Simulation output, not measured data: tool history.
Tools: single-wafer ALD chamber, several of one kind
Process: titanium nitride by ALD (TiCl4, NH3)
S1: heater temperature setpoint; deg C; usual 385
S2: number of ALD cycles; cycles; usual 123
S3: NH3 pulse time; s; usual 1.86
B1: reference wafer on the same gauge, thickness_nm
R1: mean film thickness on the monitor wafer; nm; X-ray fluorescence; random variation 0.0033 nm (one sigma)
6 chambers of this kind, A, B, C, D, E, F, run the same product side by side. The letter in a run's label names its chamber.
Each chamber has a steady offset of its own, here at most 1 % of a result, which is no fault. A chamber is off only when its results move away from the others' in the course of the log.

Run 1D, hour 6.5: usual settings; B1 3.179. Result: R1 2.6326 nm.
Run 2F, hour 13.4: usual settings; B1 3.1782. Result: R1 2.6695 nm.
Run 3A, hour 17.3: usual settings; B1 3.1786. Result: R1 2.6656 nm.
Run 4E, hour 23.3: usual settings; B1 3.1779. Result: R1 2.6552 nm.
Run 5B, hour 27: usual settings; B1 3.1787. Result: R1 2.659 nm.
Run 6C, hour 33.8: usual settings but S1 399 deg C, S2 102 cycles; B1 3.1766. Result: R1 2.2271 nm.
Run 7C, hour 39.3: usual settings but S1 399 deg C, S2 102 cycles; B1 3.1776. Result: R1 2.2328 nm.
Run 8A, hour 44.7: usual settings but S1 399 deg C, S2 102 cycles; B1 3.1765. Result: R1 2.2375 nm.
Run 9F, hour 50.8: usual settings but S1 399 deg C, S2 102 cycles; B1 3.1759. Result: R1 2.2473 nm.
Run 10B, hour 56.2: usual settings but S1 399 deg C, S2 102 cycles; B1 3.175. Result: R1 2.2392 nm.
Run 11E, hour 62.2: usual settings but S1 399 deg C, S2 102 cycles; B1 3.1743. Result: R1 2.2326 nm.
Run 12D, hour 66.6: usual settings but S1 390 deg C; B1 3.175. Result: R1 2.6437 nm.
Run 13C, hour 71.3: usual settings but S1 390 deg C; B1 3.1741. Result: R1 2.6643 nm.
Run 14F, hour 78.4: usual settings but S1 390 deg C; B1 3.1743. Result: R1 2.6849 nm.
Run 15A, hour 83: usual settings but S1 390 deg C; B1 3.1749. Result: R1 2.6729 nm.
Run 16B, hour 88: usual settings but S1 390 deg C; B1 3.1722. Result: R1 2.6702 nm.
Run 17D, hour 93.3: usual settings but S1 390 deg C; B1 3.1733. Result: R1 2.6449 nm.
Run 18E, hour 99.1: usual settings but S1 394 deg C, S2 141 cycles; B1 3.1721. Result: R1 3.0698 nm.
Run 19C, hour 104.5: usual settings but S1 394 deg C, S2 141 cycles; B1 3.1708. Result: R1 3.0633 nm.
Run 20F, hour 108.1: usual settings but S1 394 deg C, S2 141 cycles; B1 3.1714. Result: R1 3.0915 nm.
Run 21A, hour 112: usual settings but S1 394 deg C, S2 141 cycles; B1 3.1706. Result: R1 3.0739 nm.
Run 22D, hour 115.2: usual settings but S1 394 deg C, S2 141 cycles; B1 3.1716. Result: R1 3.0401 nm.
At hour 120.6: chamber E: thermocouple changed; heater temperature recalibrated.
Run 23E, hour 121.3: usual settings but S1 394 deg C, S2 141 cycles; B1 3.1713. Result: R1 3.0648 nm.
Run 24B, hour 127.4: usual settings; B1 3.1713. Result: R1 2.6511 nm.
Run 25F, hour 133.1: usual settings; B1 3.1695. Result: R1 2.6737 nm.
Run 26D, hour 139.9: usual settings but S2 106 cycles; B1 3.1694. Result: R1 2.2642 nm.
Run 27B, hour 144.9: usual settings but S2 106 cycles; B1 3.1691. Result: R1 2.2847 nm.
Run 28E, hour 150.8: usual settings but S2 106 cycles; B1 3.1684. Result: R1 2.2828 nm.
Run 29A, hour 155.6: usual settings but S2 106 cycles; B1 3.1683. Result: R1 2.2916 nm.
Run 30C, hour 159.4: usual settings but S2 106 cycles; B1 3.1675. Result: R1 2.2782 nm.
Run 31E, hour 162.9: usual settings but S2 106 cycles; B1 3.1678. Result: R1 2.2776 nm.
Run 32D, hour 166.6: usual settings; B1 3.1668. Result: R1 2.628 nm.
Run 33F, hour 171.4: usual settings but S3 2.21 s; B1 3.1671. Result: R1 2.6866 nm.
Run 34B, hour 176.6: usual settings but S3 2.21 s; B1 3.1657. Result: R1 2.6783 nm.
Run 35A, hour 181.3: usual settings but S3 2.21 s; B1 3.1663. Result: R1 2.6814 nm.
Run 36C, hour 184.9: usual settings but S3 2.21 s; B1 3.1658. Result: R1 2.6691 nm.
Run 37F, hour 188.4: usual settings but S3 2.21 s; B1 3.1654. Result: R1 2.6825 nm.
Run 38D, hour 194: usual settings but S3 2.21 s; B1 3.1663. Result: R1 2.6495 nm.
Run 39A, hour 199.4: usual settings; B1 3.1645. Result: R1 2.6574 nm.
Run 40E, hour 205.4: usual settings; B1 3.1641. Result: R1 2.6486 nm.

Next, every chamber runs the same settings. What will each give?
Run 41A, hour 210.5: usual settings. Result: R1 ?.
Run 41B, hour 210.5: usual settings. Result: R1 ?.
Run 41C, hour 210.5: usual settings. Result: R1 ?.
Run 41D, hour 210.5: usual settings. Result: R1 ?.
Run 41E, hour 210.5: usual settings. Result: R1 ?.
Run 41F, hour 210.5: usual settings. Result: R1 ?.

run      R1
41A  2.6563
41B  2.6483
41C  2.6415
41D  2.6243
41E  2.6454
41F  2.6596
